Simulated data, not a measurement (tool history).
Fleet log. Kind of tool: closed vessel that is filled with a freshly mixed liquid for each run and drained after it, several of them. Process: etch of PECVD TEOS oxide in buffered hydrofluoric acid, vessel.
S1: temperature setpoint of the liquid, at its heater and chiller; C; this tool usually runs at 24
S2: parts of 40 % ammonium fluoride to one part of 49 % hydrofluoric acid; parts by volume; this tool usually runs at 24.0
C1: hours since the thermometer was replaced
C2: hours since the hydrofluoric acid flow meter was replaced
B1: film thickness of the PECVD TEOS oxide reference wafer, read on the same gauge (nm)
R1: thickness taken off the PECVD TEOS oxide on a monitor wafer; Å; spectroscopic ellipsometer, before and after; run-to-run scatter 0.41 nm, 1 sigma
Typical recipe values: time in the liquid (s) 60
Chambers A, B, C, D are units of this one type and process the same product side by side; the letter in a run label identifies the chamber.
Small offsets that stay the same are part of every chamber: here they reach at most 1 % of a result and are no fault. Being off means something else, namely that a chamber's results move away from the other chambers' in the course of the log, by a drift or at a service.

Run 1A, hour 6.5: usual settings; C1 260.6; C2 898.4; B1 89.980. Result: R1 710.57 Å.
Run 2C, hour 17.7: usual settings; C1 329.2; C2 329.0; B1 90.030. Result: R1 719.37 Å.
At hour 21.4: chamber D: thermometer replaced.
Run 3B, hour 23.5: usual settings; C1 573.3; C2 251.5; B1 89.973. Result: R1 707.58 Å.
Run 4D, hour 32.7: usual settings; C1 11.4; C2 59.7; B1 90.007. Result: R1 695.97 Å.
Run 5D, hour 43.8: usual settings; C1 22.5; C2 70.8; B1 89.957. Result: R1 699.07 Å.
Run 6C, hour 50.6: usual settings but S2 20.5 parts by volume; C1 362.1; C2 361.9; B1 90.000. Result: R1 799.32 Å.
Run 7A, hour 58.2: usual settings but S2 20.5 parts by volume; C1 312.3; C2 950.1; B1 90.024. Result: R1 800.28 Å.
Run 8B, hour 66.5: usual settings but S2 20.5 parts by volume; C1 616.3; C2 294.5; B1 89.981. Result: R1 794.48 Å.
Run 9B, hour 74.5: usual settings but S2 20.5 parts by volume; C1 624.3; C2 302.5; B1 89.998. Result: R1 792.83 Å.
Run 10C, hour 79.8: usual settings; C1 391.3; C2 391.1; B1 89.962. Result: R1 714.83 Å.
Run 11D, hour 86.3: usual settings; C1 65.0; C2 113.3; B1 89.996. Result: R1 703.64 Å.
Run 12A, hour 94.9: usual settings; C1 349.0; C2 986.8; B1 89.996. Result: R1 702.23 Å.
Run 13A, hour 104.6: usual settings; C1 358.7; C2 996.5; B1 89.981. Result: R1 706.79 Å.
Run 14D, hour 116.0: usual settings; C1 94.7; C2 143.0; B1 90.016. Result: R1 701.14 Å.
Run 15C, hour 126.0: usual settings; C1 437.5; C2 437.3; B1 90.017. Result: R1 705.07 Å.
Run 16B, hour 133.6: usual settings; C1 683.4; C2 361.6; B1 89.999. Result: R1 702.90 Å.
Run 17A, hour 144.8: usual settings; C1 398.9; C2 1036.7; B1 89.995. Result: R1 704.54 Å.
Run 18D, hour 149.8: usual settings but S2 29.0 parts by volume, time in the liquid (s) 75; C1 128.5; C2 176.8; B1 89.971. Result: R1 773.12 Å.
At hour 152.8: chamber C: hydrofluoric acid flow meter replaced.
Run 19C, hour 156.6: usual settings but S2 29.0 parts by volume, time in the liquid (s) 75; C1 468.1; C2 3.9; B1 89.984. Result: R1 775.90 Å.
Run 20B, hour 161.8: usual settings but S2 29.0 parts by volume, time in the liquid (s) 75; C1 711.6; C2 389.8; B1 90.034. Result: R1 772.14 Å.
Run 21A, hour 169.1: usual settings but S2 29.0 parts by volume, time in the liquid (s) 75; C1 423.2; C2 1061.0; B1 90.006. Result: R1 779.75 Å.
Run 22B, hour 175.1: usual settings; C1 724.9; C2 403.1; B1 90.006. Result: R1 711.69 Å.
Run 23D, hour 185.5: usual settings but time in the liquid (s) 80; C1 164.2; C2 212.5; B1 89.973. Result: R1 935.68 Å.
Run 24C, hour 192.2: usual settings but time in the liquid (s) 80; C1 503.7; C2 39.5; B1 90.012. Result: R1 944.58 Å.
Run 25C, hour 203.3: usual settings but time in the liquid (s) 80; C1 514.8; C2 50.6; B1 90.019. Result: R1 944.07 Å.
Run 26B, hour 213.6: usual settings but time in the liquid (s) 80; C1 763.4; C2 441.6; B1 89.981. Result: R1 947.21 Å.
Run 27D, hour 223.7: usual settings; C1 202.4; C2 250.7; B1 89.989. Result: R1 700.88 Å.

Each of the 4 chambers runs these same settings next. Fill in every chamber's results:
Run 28A, hour 231.8: usual settings. Result: R1 ?.
Run 28B, hour 231.8: usual settings. Result: R1 ?.
Run 28C, hour 231.8: usual settings. Result: R1 ?.
Run 28D, hour 231.8: usual settings. Result: R1 ?.

run      R1
28A  707.41
28B  705.89
28C  715.04
28D  703.83

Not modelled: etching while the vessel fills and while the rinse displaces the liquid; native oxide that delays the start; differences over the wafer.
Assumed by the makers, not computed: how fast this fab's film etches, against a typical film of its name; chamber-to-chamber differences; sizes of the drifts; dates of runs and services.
